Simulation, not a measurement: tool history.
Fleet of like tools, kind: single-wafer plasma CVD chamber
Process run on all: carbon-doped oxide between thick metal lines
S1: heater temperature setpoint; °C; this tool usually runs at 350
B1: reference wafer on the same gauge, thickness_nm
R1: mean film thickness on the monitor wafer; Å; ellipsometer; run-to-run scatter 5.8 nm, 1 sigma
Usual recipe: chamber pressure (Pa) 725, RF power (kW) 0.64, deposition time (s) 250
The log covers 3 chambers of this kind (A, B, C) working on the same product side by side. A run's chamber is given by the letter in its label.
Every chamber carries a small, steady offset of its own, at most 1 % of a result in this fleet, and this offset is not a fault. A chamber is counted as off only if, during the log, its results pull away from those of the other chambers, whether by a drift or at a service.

Run 1A, hour 9.9: usual settings; B1 1239.8. Result: R1 14817 Å.
Run 2B, hour 15.2: usual settings; B1 1240.1. Result: R1 14897 Å.
Run 3C, hour 25.4: usual settings; B1 1241.8. Result: R1 14648 Å.
Run 4B, hour 35.5: usual settings; B1 1240. Result: R1 14867 Å.
Run 5A, hour 40.3: usual settings; B1 1240.5. Result: R1 14849 Å.
Run 6C, hour 47.4: usual settings; B1 1239.7. Result: R1 14648 Å.
Run 7B, hour 53.1: usual settings but deposition time (s) 227; B1 1240.2. Result: R1 13584 Å.
Run 8C, hour 59.9: usual settings but deposition time (s) 227; B1 1239.6. Result: R1 13289 Å.
Run 9A, hour 64.6: usual settings but deposition time (s) 227; B1 1240.3. Result: R1 13524 Å.
Run 10B, hour 72.8: usual settings; B1 1240.6. Result: R1 14888 Å.
Run 11C, hour 81.6: usual settings but S1 355 °C; B1 1239.4. Result: R1 14449 Å.
Run 12A, hour 86.2: usual settings but S1 355 °C; B1 1239.8. Result: R1 14755 Å.
Run 13C, hour 94.7: usual settings but S1 355 °C; B1 1241.6. Result: R1 14440 Å.
At hour 97.2: chamber A: thermocouple changed; heater temperature recalibrated.
Run 14B, hour 104.3: usual settings; B1 1240.5. Result: R1 15017 Å.
Run 15A, hour 109.7: usual settings; B1 1239.1. Result: R1 14897 Å.
Run 16B, hour 119: usual settings; B1 1239.3. Result: R1 14808 Å.
Run 17A, hour 127.2: usual settings; B1 1240.7. Result: R1 14849 Å.
Run 18C, hour 134.8: usual settings; B1 1239.3. Result: R1 14463 Å.
Run 19B, hour 143.6: usual settings; B1 1239.4. Result: R1 14912 Å.
Run 20C, hour 150.9: usual settings; B1 1239.2. Result: R1 14335 Å.
Run 21A, hour 158.1: usual settings; B1 1241.3. Result: R1 14884 Å.
Run 22A, hour 166.7: usual settings; B1 1239. Result: R1 14922 Å.
Run 23C, hour 176.2: usual settings; B1 1240.1. Result: R1 14340 Å.
Run 24B, hour 181.6: usual settings; B1 1239.7. Result: R1 14899 Å.
Run 25A, hour 187.6: usual settings; B1 1240.3. Result: R1 14925 Å.
Run 26B, hour 196.7: usual settings; B1 1239.9. Result: R1 14846 Å.
At hour 201.9: chamber B: capacitance manometer re-zeroed and calibrated.
Run 27C, hour 206.7: usual settings; B1 1240.3. Result: R1 14286 Å.
Run 28B, hour 211.9: usual settings; B1 1239.2. Result: R1 14895 Å.
Run 29A, hour 220.1: usual settings; B1 1241.1. Result: R1 14748 Å.
Run 30C, hour 230.1: usual settings; B1 1239.8. Result: R1 14291 Å.
Run 31C, hour 237.7: usual settings; B1 1238.7. Result: R1 14264 Å.
Run 32A, hour 244.5: usual settings; B1 1239.7. Result: R1 14868 Å.
Run 33B, hour 249.4: usual settings; B1 1238.4. Result: R1 15084 Å.
Run 34B, hour 258.8: usual settings; B1 1240. Result: R1 14894 Å.
Run 35A, hour 266.6: usual settings; B1 1239.8. Result: R1 14836 Å.
Run 36C, hour 277: usual settings; B1 1239.8. Result: R1 14196 Å.
Run 37B, hour 285: usual settings; B1 1238.6. Result: R1 14872 Å.
Run 38A, hour 292.6: usual settings; B1 1240.1. Result: R1 14963 Å.
Run 39C, hour 300.5: usual settings; B1 1239.4. Result: R1 14175 Å.
Run 40B, hour 307.5: usual settings; B1 1239.4. Result: R1 14950 Å.
Run 41A, hour 313.1: usual settings but chamber pressure (Pa) 824, deposition time (s) 209; B1 1240.2. Result: R1 12667 Å.
Run 42C, hour 321.7: usual settings but chamber pressure (Pa) 824, deposition time (s) 209; B1 1240.6. Result: R1 12092 Å.
Run 43A, hour 331: usual settings but chamber pressure (Pa) 824, deposition time (s) 209; B1 1240. Result: R1 12599 Å.

All 3 chambers run these settings next. Forecast each chamber's results:
Run 44A, hour 338.6: usual settings but S1 356 °C. Result: R1 ?.
Run 44B, hour 338.6: usual settings but S1 356 °C. Result: R1 ?.
Run 44C, hour 338.6: usual settings but S1 356 °C. Result: R1 ?.

run     R1
44A  14567
44B  14691
44C  13997
